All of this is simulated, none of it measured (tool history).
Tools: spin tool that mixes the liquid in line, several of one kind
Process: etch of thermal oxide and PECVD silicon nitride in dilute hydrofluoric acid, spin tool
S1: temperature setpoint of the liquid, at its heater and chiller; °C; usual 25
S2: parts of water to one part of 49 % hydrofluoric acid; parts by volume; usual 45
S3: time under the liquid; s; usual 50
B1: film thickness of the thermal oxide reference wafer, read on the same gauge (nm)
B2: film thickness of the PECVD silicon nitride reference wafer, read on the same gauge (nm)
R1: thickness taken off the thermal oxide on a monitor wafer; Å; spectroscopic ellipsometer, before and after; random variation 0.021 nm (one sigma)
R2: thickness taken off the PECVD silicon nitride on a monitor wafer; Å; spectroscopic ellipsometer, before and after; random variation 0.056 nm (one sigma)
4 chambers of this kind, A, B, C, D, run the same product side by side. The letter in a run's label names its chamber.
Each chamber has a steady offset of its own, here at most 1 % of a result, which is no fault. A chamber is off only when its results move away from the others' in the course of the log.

Run 1D, day 0.083: usual settings; B1 70.037; B2 39.937. Result: R1 58.237 Å, R2 57.162 Å.
Run 2A, day 0.196: usual settings; B1 70.02; B2 40.015. Result: R1 58.885 Å, R2 57.469 Å.
Run 3B, day 0.35: usual settings; B1 70; B2 39.961. Result: R1 57.969 Å, R2 57.574 Å.
Run 4C, day 0.492: usual settings; B1 70.026; B2 39.996. Result: R1 58.434 Å, R2 56.173 Å.
Run 5C, day 0.575: usual settings; B1 70.01; B2 39.984. Result: R1 58.723 Å, R2 56.966 Å.
Run 6A, day 0.708: usual settings; B1 70.039; B2 39.97. Result: R1 59.255 Å, R2 58.293 Å.
At day 0.842: chamber C: hydrofluoric acid flow meter replaced.
Run 7D, day 0.862: usual settings but S1 27.5 °C, S2 25 parts by volume; B1 70.023; B2 40.036. Result: R1 118.17 Å, R2 118.46 Å.
Run 8B, day 1.029: usual settings but S1 27.5 °C, S2 25 parts by volume; B1 69.994; B2 39.998. Result: R1 119.85 Å, R2 121.32 Å.
Run 9A, day 1.171: usual settings but S1 27.5 °C, S2 25 parts by volume; B1 69.994; B2 40.01. Result: R1 119.3 Å, R2 118.24 Å.
Run 10D, day 1.317: usual settings but S1 27.5 °C, S2 25 parts by volume; B1 69.963; B2 40.011. Result: R1 119.32 Å, R2 118.8 Å.
Run 11B, day 1.392: usual settings; B1 69.998; B2 39.979. Result: R1 58.046 Å, R2 57.709 Å.
Run 12C, day 1.571: usual settings; B1 69.994; B2 39.991. Result: R1 58.642 Å, R2 57.296 Å.
Run 13C, day 1.746: usual settings; B1 69.995; B2 40.01. Result: R1 58.508 Å, R2 57.995 Å.
Run 14D, day 1.879: usual settings but S2 30 parts by volume, S3 35 s; B1 69.973; B2 39.986. Result: R1 62.056 Å, R2 58.996 Å.
Run 15A, day 2.017: usual settings but S2 30 parts by volume, S3 35 s; B1 70.032; B2 40.057. Result: R1 62.973 Å, R2 58.9 Å.
Run 16B, day 2.192: usual settings but S2 30 parts by volume, S3 35 s; B1 70.017; B2 40.027. Result: R1 62.676 Å, R2 60.229 Å.
Run 17C, day 2.292: usual settings but S2 30 parts by volume, S3 35 s; B1 69.997; B2 40.028. Result: R1 63.387 Å, R2 60.366 Å.
At day 2.442: chamber A: hydrofluoric acid flow meter replaced.
Run 18B, day 2.454: usual settings but S2 55 parts by volume, S3 25 s; B1 69.999; B2 40.005. Result: R1 23.285 Å, R2 23.242 Å.
Run 19D, day 2.588: usual settings but S2 55 parts by volume, S3 25 s; B1 69.966; B2 39.979. Result: R1 23.54 Å, R2 23.243 Å.
Run 20A, day 2.704: usual settings but S2 55 parts by volume, S3 25 s; B1 69.975; B2 39.964. Result: R1 23.866 Å, R2 23.734 Å.
Run 21A, day 2.792: usual settings but S2 55 parts by volume, S3 25 s; B1 70.011; B2 39.971. Result: R1 23.888 Å, R2 24.079 Å.
Run 22D, day 2.967: usual settings; B1 69.993; B2 40.03. Result: R1 57.897 Å, R2 56.049 Å.
Run 23C, day 3.138: usual settings; B1 70.009; B2 40.017. Result: R1 58.743 Å, R2 57.605 Å.
Run 24B, day 3.225: usual settings but S1 30 °C; B1 70.015; B2 39.986. Result: R1 71.109 Å, R2 79.636 Å.
Run 25C, day 3.367: usual settings but S1 30 °C; B1 70.006; B2 40.004. Result: R1 71.885 Å, R2 80.204 Å.
Run 26A, day 3.512: usual settings but S1 30 °C; B1 70.03; B2 39.953. Result: R1 72.443 Å, R2 78.883 Å.
Run 27B, day 3.612: usual settings but S1 30 °C; B1 69.979; B2 40.014. Result: R1 70.655 Å, R2 79.385 Å.
Run 28D, day 3.771: usual settings; B1 70.033; B2 39.995. Result: R1 58.507 Å, R2 56.94 Å.
Run 29A, day 3.912: usual settings but S1 20.5 °C; B1 69.946; B2 40.001. Result: R1 49.089 Å, R2 43.447 Å.
Run 30B, day 4.088: usual settings but S1 20.5 °C; B1 69.985; B2 39.981. Result: R1 48.424 Å, R2 42.722 Å.

Next, every chamber runs the same settings. What will each give?
Run 31A, day 4.217: usual settings but S3 25 s. Result: R1 ?, R2 ?.
Run 31B, day 4.217: usual settings but S3 25 s. Result: R1 ?, R2 ?.
Run 31C, day 4.217: usual settings but S3 25 s. Result: R1 ?, R2 ?.
Run 31D, day 4.217: usual settings but S3 25 s. Result: R1 ?, R2 ?.

run      R1      R2
31A  29.397  28.958
31B  28.978  28.883
31C   29.41  28.701
31D  29.025   28.39
